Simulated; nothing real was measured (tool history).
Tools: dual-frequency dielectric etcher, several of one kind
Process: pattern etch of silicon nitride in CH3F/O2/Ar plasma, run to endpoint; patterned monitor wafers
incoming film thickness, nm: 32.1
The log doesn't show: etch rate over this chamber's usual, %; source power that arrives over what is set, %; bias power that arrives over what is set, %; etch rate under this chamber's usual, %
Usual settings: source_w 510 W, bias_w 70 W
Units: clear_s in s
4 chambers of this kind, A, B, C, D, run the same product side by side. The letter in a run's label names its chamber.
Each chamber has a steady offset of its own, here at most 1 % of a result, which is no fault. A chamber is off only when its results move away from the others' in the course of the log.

run	day	source_w	bias_w	hours since the last wet clean	hours since the last source power generator calibration	hours since the last bias power generator calibration	clear_s
1C	0.367	510	70	380.7	389.1	962.6	42.796
2D	0.775	510	70	484.6	179.5	764.7	43.095
3B	1.067	510	70	210.6	588.4	1670.3	43.049
4A	1.367	510	70	362.7	3011.1	803.4	42.428
# day 1.667: chamber C: wet clean of the chamber
5A	1.771	510	70	372.4	3020.8	813.1	42.604
# day 1.925: chamber D: wet clean of the chamber
6C	2.217	510	70	13.3	433.5	1007	42.532
7B	2.629	510	70	248.1	625.9	1707.8	42.92
8D	3.096	580	70	28.1	235.2	820.4	40.824
9A	3.5	580	70	413.9	3062.3	854.6	40.261
10C	4.054	580	70	57.4	477.6	1051.1	40.992
11D	4.592	580	70	64	271.1	856.3	41.285
12B	5.15	510	70	308.6	686.4	1768.3	42.547
13D	5.408	590	87	83.6	290.7	875.9	37.945
14B	5.892	590	87	326.4	704.2	1786.1	37.613
15C	6.329	590	87	112	532.2	1105.7	37.76
# day 6.583: chamber A: wet clean of the chamber
16A	6.804	590	87	5.3	3141.6	933.9	36.235
17A	7.308	510	70	17.4	3153.7	946	41.707
18C	7.854	450	63	148.6	568.8	1142.3	46.556
19D	8.417	450	63	155.8	362.9	948.1	47.1
20B	8.679	450	63	393.3	771.1	1853	46.719
21C	9.179	450	63	180.4	600.6	1174.1	46.405
22D	9.675	510	70	186	393.1	978.3	42.993
23B	10.242	510	70	430.8	808.6	1890.5	42.621
24A	10.65	510	78	97.6	3233.9	1026.2	39.724
25A	11.046	510	78	107.1	3243.4	1035.7	39.827
26C	11.4	510	78	233.7	653.9	1227.4	41.173
27B	11.879	510	78	470.1	847.9	1929.8	41.261
28D	12.304	600	62	249.1	456.2	1041.4	42.096
29D	12.692	600	62	258.4	465.5	1050.7	41.913
30B	13.038	600	62	497.9	875.7	1957.6	41.68
31C	13.412	600	62	282	702.2	1275.7	41.917
32A	13.729	510	70	171.5	3307.8	1100.1	41.369

Is one chamber off against the others, does the gauge drift, or is nothing wrong? If a chamber is off, say which, and what the likeliest cause is.

A service left chamber A off against the others.
Cause: etch rate over this chamber's usual, % = 2.86.

Here are 4 candidates for chamber A's next run, each the usual settings with a change, their results left as question marks. Which one brings its results back in line with what the others give on the usual settings?
In line means no further than this from the other chambers' mean on the usual settings: clear_s 0.59 s
33A-1	14.138	510	62				?
33A-2	14.138	600	70				?
33A-3	14.138	460	64				?
33A-4	14.138	560	70				?

The other chambers' mean on the usual settings: clear_s 42.893 s
run	clear_s
33A-1	42.944
33A-2	38.77
33A-3	44.237
33A-4	39.816
33A-1 brings the chamber back in line.

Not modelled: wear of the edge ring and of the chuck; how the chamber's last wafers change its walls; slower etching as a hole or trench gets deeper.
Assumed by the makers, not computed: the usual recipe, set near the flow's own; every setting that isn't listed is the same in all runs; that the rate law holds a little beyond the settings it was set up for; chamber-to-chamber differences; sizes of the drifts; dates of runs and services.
